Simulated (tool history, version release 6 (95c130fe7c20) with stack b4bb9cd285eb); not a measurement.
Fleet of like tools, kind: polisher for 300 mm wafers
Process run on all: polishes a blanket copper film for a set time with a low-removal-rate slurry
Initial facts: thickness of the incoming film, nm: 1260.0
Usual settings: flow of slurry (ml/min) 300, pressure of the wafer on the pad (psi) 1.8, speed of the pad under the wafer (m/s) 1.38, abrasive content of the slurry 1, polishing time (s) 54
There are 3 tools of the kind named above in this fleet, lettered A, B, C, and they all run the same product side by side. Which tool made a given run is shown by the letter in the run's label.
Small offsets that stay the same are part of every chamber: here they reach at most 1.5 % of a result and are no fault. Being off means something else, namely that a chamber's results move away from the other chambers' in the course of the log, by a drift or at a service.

run	hour	flow of slurry (ml/min)	pressure of the wafer on the pad (psi)	speed of the pad under the wafer (m/s)	abrasive content of the slurry	polishing time (s)	film removed (angstrom)
1B	9.3	300	1.8	1.38	1	54	1557
2C	18.5	300	1.8	1.38	1	54	1558.8
# hour 23.3: chamber A: worn pad replaced by a new one
3A	30.5	300	1.8	1.38	1	54	1563
# hour 32.9: chamber B: slurry blender recalibrated
# hour 33.6: chamber A: slurry nozzle cleaned
# hour 40.8: chamber B: worn pad replaced by a new one
# hour 43.8: chamber C: slurry blender recalibrated
4C	44.3	300	1.8	1.38	1	54	1577.8
5B	57	300	1.8	1.38	1	54	1555.7
# hour 60.9: chamber C: worn pad replaced by a new one
6A	70.7	300	1.8	1.82	1	54	2057.4
7A	80.6	300	1.8	1.82	1	54	2076.3
8B	92.1	300	1.8	1.82	1	54	2076.3
# hour 101.8: chamber A: slurry blender recalibrated
9C	103.6	300	1.8	1.38	1	54	1568.9
10A	118.8	300	1.8	1.38	1	54	1578.7
# hour 120.8: chamber B: worn pad replaced by a new one
# hour 121.1: chamber A: worn pad replaced by a new one
11C	127.5	300	1.8	1.38	1	54	1556.7
12B	136.4	300	1.8	1.38	1	54	1553.3
# hour 141.5: chamber A: head pressure recalibrated
# hour 142: chamber C: worn pad replaced by a new one
13B	150.8	300	1.8	1.38	1	54	1543.3
# hour 151.4: chamber B: slurry blender recalibrated
14C	160.9	300	1.8	1.38	1	54	1558.1
15A	171.5	300	1.8	1.38	1	54	1566.8
16B	183.2	300	1.8	1.38	1	54	1562.1
17A	194.7	300	1.8	1.38	1	54	1564.8
# hour 198.6: chamber B: worn pad replaced by a new one
18C	207.2	300	1.8	1.38	1	54	1550.5
# hour 209.6: chamber C: slurry nozzle cleaned
19A	219.2	300	1.8	1.38	1	54	1589.7
# hour 220: chamber A: worn pad replaced by a new one
20B	228.6	300	1.8	1.38	1	54	1555.4
21C	236.3	300	1.8	1.38	1	54	1541.3
# hour 243.3: chamber C: worn pad replaced by a new one
22B	249.2	300	1.8	1.38	1	54	1549.2
# hour 264: chamber B: slurry blender recalibrated
23A	264.1	300	1.8	1.38	1	54	1582.1
# hour 271.8: chamber B: worn pad replaced by a new one
24C	272.8	300	1.8	1.38	1	54	1553.4
25A	286.3	300	1.8	1.38	1	54	1581.7
26C	298.5	300	1.8	1.38	1	54	1569.7
27B	308.6	300	1.8	1.38	1	54	1539.3
28A	322.9	300	1.8	1.38	1	54	1580.5
# hour 323.5: chamber A: worn pad replaced by a new one
# hour 331.8: chamber C: worn pad replaced by a new one
29C	334.6	300	1.8	1.38	1	54	1563.4
30B	346.9	300	1.8	1.38	1	54	1555.2
# hour 348: chamber B: worn pad replaced by a new one
# hour 352.9: chamber B: head pressure recalibrated
31B	361.1	300	1.8	1.38	1	54	1547.2
32A	368.3	300	1.8	1.38	1	54	1559.2
# hour 370.3: chamber B: slurry nozzle cleaned
# hour 377.1: chamber B: slurry blender recalibrated
33C	378.1	300	1.8	1.38	1	54	1546
34B	388.9	300	1.8	1.38	0.8	54	1483.1

Has any chamber moved away from the others, gradually or after a service, or does the common gauge drift, or do the chambers differ only by their own small steady offsets? State the chamber and the most likely cause if one applies.

The fleet is healthy, with each chamber sitting at its usual small offset and no drift in the gauge.
